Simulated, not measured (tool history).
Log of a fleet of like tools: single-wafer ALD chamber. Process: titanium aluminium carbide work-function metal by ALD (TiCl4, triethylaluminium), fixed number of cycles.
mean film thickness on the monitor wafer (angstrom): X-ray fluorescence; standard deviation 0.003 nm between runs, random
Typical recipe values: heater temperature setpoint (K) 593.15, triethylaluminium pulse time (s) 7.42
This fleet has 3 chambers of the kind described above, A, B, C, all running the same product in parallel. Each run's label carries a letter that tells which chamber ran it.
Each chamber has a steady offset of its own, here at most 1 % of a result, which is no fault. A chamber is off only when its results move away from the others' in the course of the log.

run   hour  heater temperature setpoint (K)  triethylaluminium pulse time (s)  hours since the last thermocouple change  hours since the last triethylaluminium bottle change  read-back reference wafer on the same gauge, thickness_nm  mean film thickness on the monitor wafer (angstrom)
 1C    5.4                           593.15                              7.42                                     215.7                                                  85.8                                                     1.8801                                               20.899
 2A   10.1                           593.15                              7.42                                    1616.4                                                 690.3                                                     1.8807                                               20.671
 3B   15.8                           593.15                              7.42                                     468.1                                                1604.8                                                     1.8803                                               20.914
 4C   20.2                           593.15                              7.42                                     230.5                                                 100.6                                                     1.8803                                               20.916
 5A   24.7                           593.15                              7.42                                      1631                                                 704.9                                                     1.8807                                               20.676
 6B   34.5                           593.15                              7.42                                     486.8                                                1623.5                                                     1.8811                                               20.872
 7B   43.2                           593.15                              7.42                                     495.5                                                1632.2                                                     1.8814                                                20.92
 8A   52.1                           593.15                              7.42                                    1658.4                                                 732.3                                                     1.8821                                               20.667
 9C   58.4                           593.15                              7.42                                     268.7                                                 138.8                                                     1.8825                                               20.902
      60.3  -- chamber A: triethylaluminium bottle replaced
10A   65.7                           607.15                              7.42                                      1672                                                   5.5                                                      1.883                                               21.855
11B   73.9                           607.15                              7.42                                     526.2                                                1662.9                                                     1.8837                                               22.178
12C   80.6                           607.15                              7.42                                     290.9                                                   161                                                     1.8843                                               22.146
13A   90.8                           593.15                              7.42                                    1697.1                                                  30.6                                                     1.8844                                               20.653
14B   97.9                           593.15                              7.42                                     550.2                                                1686.9                                                     1.8838                                               20.922
15C  106.6                           593.15                              7.42                                     316.9                                                   187                                                     1.8846                                               20.967
16B  115.9                           593.15                              7.42                                     568.2                                                1704.9                                                     1.8841                                               20.973
17A  120.5                           593.15                              7.42                                    1726.8                                                  60.3                                                     1.8847                                               20.692
18C  125.6                           593.15                              7.42                                     335.9                                                   206                                                     1.8854                                               20.997
19A  130.1                           593.15                              7.42                                    1736.4                                                  69.9                                                     1.8855                                               20.675
20B  136.7                           578.15                              7.42                                       589                                                1725.7                                                     1.8858                                               19.682
21C  143.5                           578.15                              7.42                                     353.8                                                 223.9                                                     1.8863                                                19.65
     144.5  -- chamber B: triethylaluminium bottle replaced
22C  151.2                           578.15                              7.42                                     361.5                                                 231.6                                                     1.8868                                               19.662
23A  158.8                           593.15                              7.42                                    1765.1                                                  98.6                                                      1.887                                                20.78
24B  164.5                           593.15                              7.42                                     616.8                                                  20.1                                                     1.8874                                               20.955
25A    171                           593.15                              7.42                                    1777.3                                                 110.8                                                      1.887                                               20.704
26B  175.8                           593.15                              7.42                                     628.1                                                  31.4                                                     1.8885                                               20.931
27C  181.2                           593.15                              7.42                                     391.5                                                 261.6                                                     1.8887                                               21.005
28A  185.8                           593.15                              7.42                                    1792.1                                                 125.6                                                      1.888                                               20.705
29B  191.5                           593.15                              7.42                                     643.8                                                  47.1                                                     1.8882                                               20.978
30C  198.5                           593.15                              7.42                                     408.8                                                 278.9                                                     1.8888                                               20.944
31B  208.7                           593.15                              7.42                                       661                                                  64.3                                                     1.8886                                               21.052
32C  213.8                           593.15                              7.42                                     424.1                                                 294.2                                                     1.8887                                               20.959
33A  219.2                           588.15                              7.42                                    1825.5                                                   159                                                     1.8888                                               20.309
34A  226.6                           588.15                              7.42                                    1832.9                                                 166.4                                                     1.8895                                               20.358
35B  234.8                           588.15                              7.42                                     687.1                                                  90.4                                                     1.8897                                               20.581
36C  241.9                           593.15                              7.42                                     452.2                                                 322.3                                                     1.8903                                               21.024
37A  251.2                           593.15                              7.42                                    1857.5                                                   191                                                     1.8905                                               20.782
38C  261.4                           583.15                              5.68                                     471.7                                                 341.8                                                     1.8907                                               18.775

All 3 chambers run these settings next. Forecast each chamber's results:
39A  268.7                           593.15                              9.48                                                                                                                                                                                                               ?
39B  268.7                           593.15                              9.48                                                                                                                                                                                                               ?
39C  268.7                           593.15                              9.48                                                                                                                                                                                                               ?

run  mean film thickness on the monitor wafer (angstrom)
39A                                               21.688
39B                                               21.945
39C                                                21.93

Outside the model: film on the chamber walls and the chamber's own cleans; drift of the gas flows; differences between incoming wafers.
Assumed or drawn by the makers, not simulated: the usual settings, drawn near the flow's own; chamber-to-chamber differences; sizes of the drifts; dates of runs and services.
